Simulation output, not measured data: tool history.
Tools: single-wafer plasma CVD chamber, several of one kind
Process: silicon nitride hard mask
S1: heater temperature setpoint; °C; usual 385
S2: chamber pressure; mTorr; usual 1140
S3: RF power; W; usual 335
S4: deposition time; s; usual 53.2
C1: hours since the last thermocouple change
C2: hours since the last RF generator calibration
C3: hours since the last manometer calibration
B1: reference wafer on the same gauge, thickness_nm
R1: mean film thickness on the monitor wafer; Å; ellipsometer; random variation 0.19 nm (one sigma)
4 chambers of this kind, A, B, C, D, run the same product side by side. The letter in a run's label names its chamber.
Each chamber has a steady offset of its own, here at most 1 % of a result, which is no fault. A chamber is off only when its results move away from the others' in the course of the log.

run 1D hour=5.5 | S1=385 S2=1140 S3=335 S4=53.2 | C1=498.9 C2=307.9 C3=415.9 | B1=70.734 | R1=597.22
run 2B hour=13.4 | S1=385 S2=1140 S3=335 S4=53.2 | C1=591.7 C2=665.6 C3=1306.7 | B1=70.851 | R1=586.88
run 3C hour=17.1 | S1=385 S2=1140 S3=335 S4=53.2 | C1=823.4 C2=283.2 C3=805.1 | B1=70.798 | R1=596.9
-- hour=20.9 chamber A: capacitance manometer re-zeroed and calibrated
run 4A hour=23.8 | S1=385 S2=1140 S3=335 S4=53.2 | C1=381.8 C2=814.7 C3=2.9 | B1=70.77 | R1=591.85
run 5A hour=32 | S1=385 S2=1140 S3=335 S4=53.2 | C1=390 C2=822.9 C3=11.1 | B1=70.817 | R1=593.8
run 6B hour=38.4 | S1=385 S2=1140 S3=335 S4=53.2 | C1=616.7 C2=690.6 C3=1331.7 | B1=70.817 | R1=591.86
run 7D hour=44.7 | S1=385 S2=1140 S3=335 S4=53.2 | C1=538.1 C2=347.1 C3=455.1 | B1=70.821 | R1=601.57
run 8C hour=51 | S1=385 S2=1140 S3=335 S4=53.2 | C1=857.3 C2=317.1 C3=839 | B1=70.78 | R1=598.85
run 9B hour=56.2 | S1=385 S2=1140 S3=335 S4=53.2 | C1=634.5 C2=708.4 C3=1349.5 | B1=70.821 | R1=586.91
run 10A hour=63.7 | S1=385 S2=1140 S3=335 S4=53.2 | C1=421.7 C2=854.6 C3=42.8 | B1=70.783 | R1=594.91
run 11D hour=69.9 | S1=385 S2=1140 S3=335 S4=44.9 | C1=563.3 C2=372.3 C3=480.3 | B1=70.802 | R1=506.76
run 12C hour=76.6 | S1=385 S2=1140 S3=335 S4=44.9 | C1=882.9 C2=342.7 C3=864.6 | B1=70.768 | R1=503.08
run 13D hour=83.5 | S1=385 S2=1140 S3=335 S4=44.9 | C1=576.9 C2=385.9 C3=493.9 | B1=70.828 | R1=504.93
run 14C hour=87.6 | S1=385 S2=1140 S3=335 S4=44.9 | C1=893.9 C2=353.7 C3=875.6 | B1=70.772 | R1=508.44
run 15A hour=95.6 | S1=385 S2=1140 S3=335 S4=53.2 | C1=453.6 C2=886.5 C3=74.7 | B1=70.814 | R1=596.22
run 16B hour=102.2 | S1=385 S2=1140 S3=335 S4=53.2 | C1=680.5 C2=754.4 C3=1395.5 | B1=70.793 | R1=592.34
run 17C hour=110.2 | S1=385 S2=1140 S3=335 S4=53.2 | C1=916.5 C2=376.3 C3=898.2 | B1=70.751 | R1=599.43
run 18A hour=115.6 | S1=385 S2=1140 S3=335 S4=53.2 | C1=473.6 C2=906.5 C3=94.7 | B1=70.798 | R1=593.39
run 19D hour=123.3 | S1=385 S2=1140 S3=335 S4=53.2 | C1=616.7 C2=425.7 C3=533.7 | B1=70.804 | R1=599.75
run 20B hour=130.2 | S1=385 S2=1140 S3=335 S4=53.2 | C1=708.5 C2=782.4 C3=1423.5 | B1=70.742 | R1=594.23
run 21C hour=134 | S1=385 S2=1140 S3=335 S4=53.2 | C1=940.3 C2=400.1 C3=922 | B1=70.822 | R1=597.43
run 22A hour=137.8 | S1=385 S2=1140 S3=335 S4=53.2 | C1=495.8 C2=928.7 C3=116.9 | B1=70.739 | R1=597.36
run 23D hour=141.5 | S1=385 S2=1140 S3=335 S4=53.2 | C1=634.9 C2=443.9 C3=551.9 | B1=70.782 | R1=599.07
run 24B hour=145.7 | S1=385 S2=1140 S3=335 S4=60.1 | C1=724 C2=797.9 C3=1439 | B1=70.785 | R1=666.89
run 25D hour=152.1 | S1=385 S2=1140 S3=335 S4=60.1 | C1=645.5 C2=454.5 C3=562.5 | B1=70.757 | R1=674.18
run 26A hour=156.8 | S1=385 S2=1140 S3=335 S4=60.1 | C1=514.8 C2=947.7 C3=135.9 | B1=70.75 | R1=669.77
run 27B hour=164.2 | S1=385 S2=1140 S3=335 S4=60.1 | C1=742.5 C2=816.4 C3=1457.5 | B1=70.848 | R1=668.44
run 28C hour=169.7 | S1=385 S2=1140 S3=335 S4=53.2 | C1=976 C2=435.8 C3=957.7 | B1=70.816 | R1=595.64
run 29A hour=176.7 | S1=385 S2=1140 S3=335 S4=53.2 | C1=534.7 C2=967.6 C3=155.8 | B1=70.802 | R1=593.84
run 30D hour=182.4 | S1=385 S2=1140 S3=335 S4=53.2 | C1=675.8 C2=484.8 C3=592.8 | B1=70.787 | R1=595.22
run 31C hour=188.2 | S1=385 S2=1140 S3=335 S4=53.2 | C1=994.5 C2=454.3 C3=976.2 | B1=70.818 | R1=599.15
run 32B hour=194.8 | S1=385 S2=1140 S3=335 S4=53.2 | C1=773.1 C2=847 C3=1488.1 | B1=70.793 | R1=589.07
run 33B hour=200.4 | S1=385 S2=1140 S3=335 S4=53.2 | C1=778.7 C2=852.6 C3=1493.7 | B1=70.822 | R1=589.82
run 34D hour=207.5 | S1=385 S2=1140 S3=335 S4=53.2 | C1=700.9 C2=509.9 C3=617.9 | B1=70.797 | R1=598.64
run 35C hour=211.6 | S1=385 S2=1140 S3=335 S4=53.2 | C1=1017.9 C2=477.7 C3=999.6 | B1=70.779 | R1=600.06
run 36A hour=217.3 | S1=385 S2=1140 S3=335 S4=53.2 | C1=575.3 C2=1008.2 C3=196.4 | B1=70.79 | R1=595.31
run 37C hour=221.1 | S1=385 S2=1140 S3=335 S4=53.2 | C1=1027.4 C2=487.2 C3=1009.1 | B1=70.794 | R1=596.43
run 38D hour=228.9 | S1=385 S2=1140 S3=335 S4=53.2 | C1=722.3 C2=531.3 C3=639.3 | B1=70.785 | R1=598.62
run 39B hour=232.7 | S1=385 S2=1140 S3=335 S4=53.2 | C1=811 C2=884.9 C3=1526 | B1=70.812 | R1=593.23
run 40A hour=240.2 | S1=397 S2=1140 S3=335 S4=63.5 | C1=598.2 C2=1031.1 C3=219.3 | B1=70.767 | R1=708.26
run 41A hour=246.7 | S1=397 S2=1140 S3=335 S4=63.5 | C1=604.7 C2=1037.6 C3=225.8 | B1=70.771 | R1=705.03
run 42D hour=254.3 | S1=397 S2=1140 S3=335 S4=63.5 | C1=747.7 C2=556.7 C3=664.7 | B1=70.803 | R1=709.82
run 43B hour=259.2 | S1=397 S2=1140 S3=335 S4=63.5 | C1=837.5 C2=911.4 C3=1552.5 | B1=70.774 | R1=708.19

Is one chamber off against the others, does the gauge drift, or is nothing wrong? If a chamber is off, say which, and what the likeliest cause is.

No chamber stands off beyond its own small offset, and the gauge holds steady.
